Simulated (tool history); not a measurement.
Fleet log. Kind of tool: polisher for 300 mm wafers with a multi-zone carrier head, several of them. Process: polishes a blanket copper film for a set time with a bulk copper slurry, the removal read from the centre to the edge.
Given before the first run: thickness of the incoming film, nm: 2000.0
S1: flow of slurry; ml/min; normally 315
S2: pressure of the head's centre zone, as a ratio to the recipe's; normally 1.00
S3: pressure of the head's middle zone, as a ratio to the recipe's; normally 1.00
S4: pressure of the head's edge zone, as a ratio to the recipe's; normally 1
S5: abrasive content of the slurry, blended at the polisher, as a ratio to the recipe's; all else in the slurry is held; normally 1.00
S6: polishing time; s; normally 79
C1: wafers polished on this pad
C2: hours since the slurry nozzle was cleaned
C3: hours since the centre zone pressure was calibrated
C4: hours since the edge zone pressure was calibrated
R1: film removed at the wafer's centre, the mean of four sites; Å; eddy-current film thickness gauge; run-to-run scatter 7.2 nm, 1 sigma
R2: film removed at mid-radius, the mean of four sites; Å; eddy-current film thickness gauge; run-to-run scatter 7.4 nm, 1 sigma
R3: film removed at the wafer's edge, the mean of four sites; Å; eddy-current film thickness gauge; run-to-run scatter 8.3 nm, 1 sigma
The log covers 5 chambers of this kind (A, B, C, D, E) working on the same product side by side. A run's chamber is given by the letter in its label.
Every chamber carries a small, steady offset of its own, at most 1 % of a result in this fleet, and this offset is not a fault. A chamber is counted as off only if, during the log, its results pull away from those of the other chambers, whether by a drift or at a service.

-- hour=6.1 chamber E: slurry nozzle cleaned
run 1A hour=12.4 | S1=315 S2=1.00 S3=1.00 S4=1 S5=1.00 S6=79 | C1=205 C2=188.5 C3=903.3 C4=52.7 | R1=6417.7 R2=6237.8 R3=6231.4
run 2C hour=24.5 | S1=315 S2=1.00 S3=1.00 S4=1 S5=1.00 S6=79 | C1=464 C2=440.1 C3=403.0 C4=34.8 | R1=6184.3 R2=6326.5 R3=6423.7
-- hour=31.4 chamber C: worn pad replaced by a new one
run 3E hour=33.8 | S1=315 S2=1.00 S3=1.00 S4=1 S5=1.00 S6=79 | C1=375 C2=27.8 C3=313.1 C4=1017.5 | R1=6231.1 R2=6290.5 R3=6325.3
run 4D hour=43.1 | S1=315 S2=1.00 S3=1.00 S4=1 S5=1.00 S6=79 | C1=307 C2=346.3 C3=149.7 C4=256.0 | R1=6466.8 R2=6381.4 R3=6434.2
run 5B hour=55.0 | S1=315 S2=1.00 S3=1.00 S4=1 S5=1.00 S6=79 | C1=630 C2=289.3 C3=146.1 C4=313.4 | R1=6284.9 R2=6334.6 R3=6349.3
-- hour=56.3 chamber E: worn pad replaced by a new one
run 6C hour=69.6 | S1=315 S2=1.00 S3=1.00 S4=1 S5=1.00 S6=79 | C1=203 C2=485.2 C3=448.1 C4=79.9 | R1=6185.5 R2=6245.6 R3=6356.4
-- hour=72.1 chamber C: slurry nozzle cleaned
run 7B hour=82.3 | S1=315 S2=1.00 S3=1.00 S4=1 S5=1.00 S6=79 | C1=775 C2=316.6 C3=173.4 C4=340.7 | R1=6264.3 R2=6389.4 R3=6321.9
-- hour=90.5 chamber A: worn pad replaced by a new one
run 8A hour=95.2 | S1=315 S2=1.00 S3=1.00 S4=1 S5=1.00 S6=79 | C1=25 C2=271.3 C3=986.1 C4=135.5 | R1=6442.8 R2=6398.3 R3=6436.5
run 9D hour=105.6 | S1=315 S2=1.00 S3=1.00 S4=1 S5=1.00 S6=79 | C1=640 C2=408.8 C3=212.2 C4=318.5 | R1=6307.7 R2=6370.8 R3=6472.9
run 10E hour=119.4 | S1=315 S2=1.00 S3=1.00 S4=1 S5=1.00 S6=79 | C1=336 C2=113.4 C3=398.7 C4=1103.1 | R1=6271.4 R2=6357.3 R3=6320.0
-- hour=123.2 chamber C: worn pad replaced by a new one
run 11A hour=133.1 | S1=315 S2=1.00 S3=1.00 S4=1 S5=1.00 S6=79 | C1=227 C2=309.2 C3=1024.0 C4=173.4 | R1=6395.7 R2=6391.0 R3=6403.6
run 12E hour=143.6 | S1=315 S2=1.00 S3=1.00 S4=1 S5=1.00 S6=79 | C1=465 C2=137.6 C3=422.9 C4=1127.3 | R1=6224.2 R2=6447.6 R3=6417.5
run 13B hour=155.1 | S1=315 S2=1.00 S3=1.00 S4=1 S5=1.00 S6=79 | C1=1163 C2=389.4 C3=246.2 C4=413.5 | R1=6420.3 R2=6596.8 R3=6204.2
-- hour=161.5 chamber E: worn pad replaced by a new one
run 14C hour=164.7 | S1=315 S2=1.00 S3=1.00 S4=1 S5=1.00 S6=79 | C1=221 C2=92.6 C3=543.2 C4=175.0 | R1=6143.9 R2=6370.6 R3=6485.6
run 15D hour=173.0 | S1=315 S2=1.00 S3=1.00 S4=1 S5=1.00 S6=79 | C1=999 C2=476.2 C3=279.6 C4=385.9 | R1=6398.1 R2=6387.4 R3=6551.9
-- hour=174.9 chamber D: worn pad replaced by a new one
-- hour=175.2 chamber B: edge zone pressure recalibrated
run 16E hour=179.8 | S1=315 S2=1.00 S3=1.00 S4=1 S5=1.00 S6=62 | C1=97 C2=173.8 C3=459.1 C4=1163.5 | R1=4916.6 R2=5055.4 R3=4972.9
run 17D hour=188.1 | S1=315 S2=1.00 S3=1.00 S4=1 S5=1.00 S6=62 | C1=70 C2=491.3 C3=294.7 C4=401.0 | R1=4916.3 R2=5070.0 R3=5090.6
-- hour=195.9 chamber B: worn pad replaced by a new one
-- hour=199.7 chamber A: worn pad replaced by a new one
run 18A hour=201.3 | S1=315 S2=1.00 S3=1.00 S4=1 S5=1.00 S6=62 | C1=8 C2=377.4 C3=1092.2 C4=241.6 | R1=5013.2 R2=4994.6 R3=5053.1
run 19B hour=210.3 | S1=315 S2=1.00 S3=1.00 S4=1 S5=1.00 S6=62 | C1=76 C2=444.6 C3=301.4 C4=35.1 | R1=4892.0 R2=5013.5 R3=4984.0
run 20C hour=224.7 | S1=315 S2=1.00 S3=1.00 S4=1 S5=1.00 S6=62 | C1=541 C2=152.6 C3=603.2 C4=235.0 | R1=5036.1 R2=4943.1 R3=4991.9
-- hour=227.1 chamber C: worn pad replaced by a new one
run 21D hour=238.0 | S1=315 S2=1.00 S3=1.00 S4=1 S5=1.00 S6=79 | C1=336 C2=541.2 C3=344.6 C4=450.9 | R1=6454.7 R2=6196.6 R3=6367.5
-- hour=247.0 chamber D: slurry nozzle cleaned
run 22A hour=247.4 | S1=315 S2=1.00 S3=1.04 S4=1 S5=1.00 S6=79 | C1=254 C2=423.5 C3=1138.3 C4=287.7 | R1=6321.7 R2=6543.7 R3=6352.3
-- hour=252.0 chamber E: worn pad replaced by a new one
-- hour=254.3 chamber D: centre zone pressure recalibrated
run 23B hour=254.8 | S1=315 S2=1.00 S3=1.04 S4=1 S5=1.00 S6=79 | C1=313 C2=489.1 C3=345.9 C4=79.6 | R1=6470.7 R2=6444.2 R3=6357.1
run 24E hour=261.9 | S1=315 S2=1.00 S3=1.04 S4=1 S5=1.00 S6=79 | C1=52 C2=255.9 C3=541.2 C4=1245.6 | R1=6348.5 R2=6497.7 R3=6407.1
run 25C hour=271.8 | S1=315 S2=1.00 S3=1.04 S4=1 S5=1.00 S6=79 | C1=238 C2=199.7 C3=650.3 C4=282.1 | R1=6311.5 R2=6468.1 R3=6414.7
run 26B hour=279.5 | S1=315 S2=1.00 S3=1.04 S4=1 S5=1.00 S6=79 | C1=445 C2=513.8 C3=370.6 C4=104.3 | R1=6396.3 R2=6542.9 R3=6315.3
run 27D hour=287.3 | S1=315 S2=1.00 S3=1.00 S4=1 S5=1.00 S6=79 | C1=598 C2=40.3 C3=33.1 C4=500.2 | R1=6452.6 R2=6423.9 R3=6320.9
-- hour=297.1 chamber A: slurry nozzle cleaned
-- hour=298.9 chamber A: worn pad replaced by a new one
run 28C hour=302.5 | S1=315 S2=1.00 S3=1.00 S4=1 S5=1.00 S6=79 | C1=401 C2=230.4 C3=681.0 C4=312.8 | R1=6223.1 R2=6269.5 R3=6551.7
run 29A hour=311.5 | S1=315 S2=1.00 S3=1.00 S4=1 S5=1.00 S6=79 | C1=67 C2=14.5 C3=1202.4 C4=351.8 | R1=6272.2 R2=6196.3 R3=6324.6
run 30E hour=327.0 | S1=315 S2=0.89 S3=1.00 S4=1 S5=1.25 S6=79 | C1=399 C2=321.0 C3=606.3 C4=1310.7 | R1=5873.0 R2=6679.6 R3=6476.1

What goes on in this fleet: one chamber off, a drifting gauge, or nothing beyond the chambers' own small offsets? Name the chamber and the cause, if any.

The fleet is healthy, with each chamber sitting at its usual small offset and no drift in the gauge.
